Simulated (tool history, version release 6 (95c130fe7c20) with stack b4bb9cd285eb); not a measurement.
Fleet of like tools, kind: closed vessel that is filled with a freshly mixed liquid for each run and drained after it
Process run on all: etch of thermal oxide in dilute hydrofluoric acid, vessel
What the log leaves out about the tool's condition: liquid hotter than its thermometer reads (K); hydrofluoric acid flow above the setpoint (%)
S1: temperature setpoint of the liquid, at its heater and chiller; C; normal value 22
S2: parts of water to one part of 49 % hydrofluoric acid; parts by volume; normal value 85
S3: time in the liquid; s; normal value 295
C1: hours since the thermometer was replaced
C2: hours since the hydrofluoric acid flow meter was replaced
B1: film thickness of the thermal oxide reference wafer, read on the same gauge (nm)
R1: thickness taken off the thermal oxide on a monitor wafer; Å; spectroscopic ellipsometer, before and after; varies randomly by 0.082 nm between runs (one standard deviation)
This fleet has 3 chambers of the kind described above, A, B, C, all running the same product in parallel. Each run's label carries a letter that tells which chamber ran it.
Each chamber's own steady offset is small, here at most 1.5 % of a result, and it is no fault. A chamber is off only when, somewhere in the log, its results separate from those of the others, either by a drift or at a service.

Run 1B, hour 7: usual settings; C1 1556.2; C2 43.1; B1 40.01. Result: R1 155.14 Å.
Run 2C, hour 16.3: usual settings; C1 283.5; C2 213.4; B1 39.982. Result: R1 152.9 Å.
Run 3A, hour 26.4: usual settings; C1 1326.4; C2 248.6; B1 39.996. Result: R1 152.53 Å.
Run 4A, hour 39.1: usual settings; C1 1339.1; C2 261.3; B1 40.025. Result: R1 152.23 Å.
Run 5C, hour 47.9: usual settings; C1 315.1; C2 245; B1 40.024. Result: R1 153.33 Å.
Run 6B, hour 58.5: usual settings but S2 60 parts by volume; C1 1607.7; C2 94.6; B1 39.995. Result: R1 223.39 Å.
Run 7A, hour 66.6: usual settings but S2 60 parts by volume; C1 1366.6; C2 288.8; B1 39.995. Result: R1 220.59 Å.
Run 8C, hour 81.4: usual settings but S2 60 parts by volume; C1 348.6; C2 278.5; B1 39.929. Result: R1 225.21 Å.
Run 9B, hour 91.6: usual settings; C1 1640.8; C2 127.7; B1 40.011. Result: R1 153.71 Å.
Run 10A, hour 107: usual settings but S2 105 parts by volume; C1 1407; C2 329.2; B1 40.01. Result: R1 121.08 Å.
Run 11C, hour 122.5: usual settings but S2 105 parts by volume; C1 389.7; C2 319.6; B1 40.004. Result: R1 120.03 Å.
Run 12B, hour 131.6: usual settings but S2 105 parts by volume; C1 1680.8; C2 167.7; B1 39.983. Result: R1 122.47 Å.
Run 13B, hour 144.3: usual settings but S3 455 s; C1 1693.5; C2 180.4; B1 40.024. Result: R1 239.37 Å.
Run 14A, hour 153: usual settings but S3 455 s; C1 1453; C2 375.2; B1 39.964. Result: R1 234.64 Å.
Run 15C, hour 167.5: usual settings but S3 455 s; C1 434.7; C2 364.6; B1 40.009. Result: R1 236.65 Å.
Run 16B, hour 174.9: usual settings; C1 1724.1; C2 211; B1 39.976. Result: R1 153.03 Å.
Run 17C, hour 182.4: usual settings; C1 449.6; C2 379.5; B1 40.022. Result: R1 154.64 Å.
Run 18A, hour 194.8: usual settings but S1 18.5 C, S2 70 parts by volume; C1 1494.8; C2 417; B1 39.973. Result: R1 160.68 Å.
At hour 199.7: chamber A: thermometer replaced.
Run 19C, hour 205: usual settings but S1 18.5 C, S2 70 parts by volume; C1 472.2; C2 402.1; B1 39.963. Result: R1 166.21 Å.
Run 20B, hour 218.7: usual settings but S1 18.5 C, S2 70 parts by volume; C1 1767.9; C2 254.8; B1 40.011. Result: R1 164.98 Å.
Run 21A, hour 225.6: usual settings; C1 25.9; C2 447.8; B1 39.978. Result: R1 151.8 Å.
Run 22C, hour 233.3: usual settings; C1 500.5; C2 430.4; B1 39.981. Result: R1 156.53 Å.
Run 23B, hour 241.8: usual settings; C1 1791; C2 277.9; B1 40.014. Result: R1 154.87 Å.
Run 24A, hour 248.8: usual settings; C1 49.1; C2 471; B1 40.006. Result: R1 152.64 Å.
Run 25B, hour 261.3: usual settings; C1 1810.5; C2 297.4; B1 40.03. Result: R1 154.01 Å.
Run 26C, hour 270.2: usual settings; C1 537.4; C2 467.3; B1 40.051. Result: R1 157.33 Å.
Run 27A, hour 284.7: usual settings; C1 85; C2 506.9; B1 39.998. Result: R1 151.01 Å.
Run 28C, hour 293: usual settings but S2 50 parts by volume, S3 235 s; C1 560.2; C2 490.1; B1 40.029. Result: R1 226.5 Å.
Run 29B, hour 303.8: usual settings but S2 50 parts by volume, S3 235 s; C1 1853; C2 339.9; B1 39.987. Result: R1 222.45 Å.
Run 30A, hour 313.4: usual settings but S2 50 parts by volume, S3 235 s; C1 113.7; C2 535.6; B1 40.013. Result: R1 212.44 Å.
Run 31A, hour 327.7: usual settings; C1 128; C2 549.9; B1 39.985. Result: R1 151.84 Å.
Run 32C, hour 338.5: usual settings; C1 605.7; C2 535.6; B1 39.986. Result: R1 157.7 Å.
Run 33B, hour 354.7: usual settings; C1 1903.9; C2 390.8; B1 40.006. Result: R1 154.9 Å.
Run 34C, hour 368.4: usual settings but S2 55 parts by volume; C1 635.6; C2 565.5; B1 39.942. Result: R1 257.8 Å.
Run 35A, hour 377.1: usual settings but S2 55 parts by volume; C1 177.4; C2 599.3; B1 39.969. Result: R1 244.19 Å.
Run 36B, hour 385.4: usual settings but S2 55 parts by volume; C1 1934.6; C2 421.5; B1 39.984. Result: R1 247.44 Å.
Run 37A, hour 394.3: usual settings but S1 24.5 C; C1 194.6; C2 616.5; B1 40.003. Result: R1 166.16 Å.

One chamber off, gauge drift, or nothing amiss beyond the chambers' own small offsets? If it is a chamber, which one, and what is the likeliest cause?

Chamber C drifts away from the others.
Likeliest cause: liquid hotter than its thermometer reads (K) = 1.17.
The log may not separate it from: hydrofluoric acid flow above the setpoint (%).

Which of the 4 candidates below, each the usual settings with something changed and its results left as question marks, puts chamber C back in line with what the other chambers give on the usual settings?
In line means no further than this from the other chambers' mean on the usual settings: R1 2.9 Å
Run 38C-1, hour 405.9: usual settings but S1 21 C. Result: R1 ?.
Run 38C-2, hour 405.9: usual settings but S3 290 s. Result: R1 ?.
Run 38C-3, hour 405.9: usual settings but S3 300 s. Result: R1 ?.
Run 38C-4, hour 405.9: usual settings but S3 310 s. Result: R1 ?.

Average result of the remaining chambers running the usual settings: R1 152.78 Å
  run      R1
38C-1  153.82
38C-2  157.46
38C-3  162.89
38C-4  168.32
Change 38C-1 lands the chamber within the allowed miss of the other chambers.
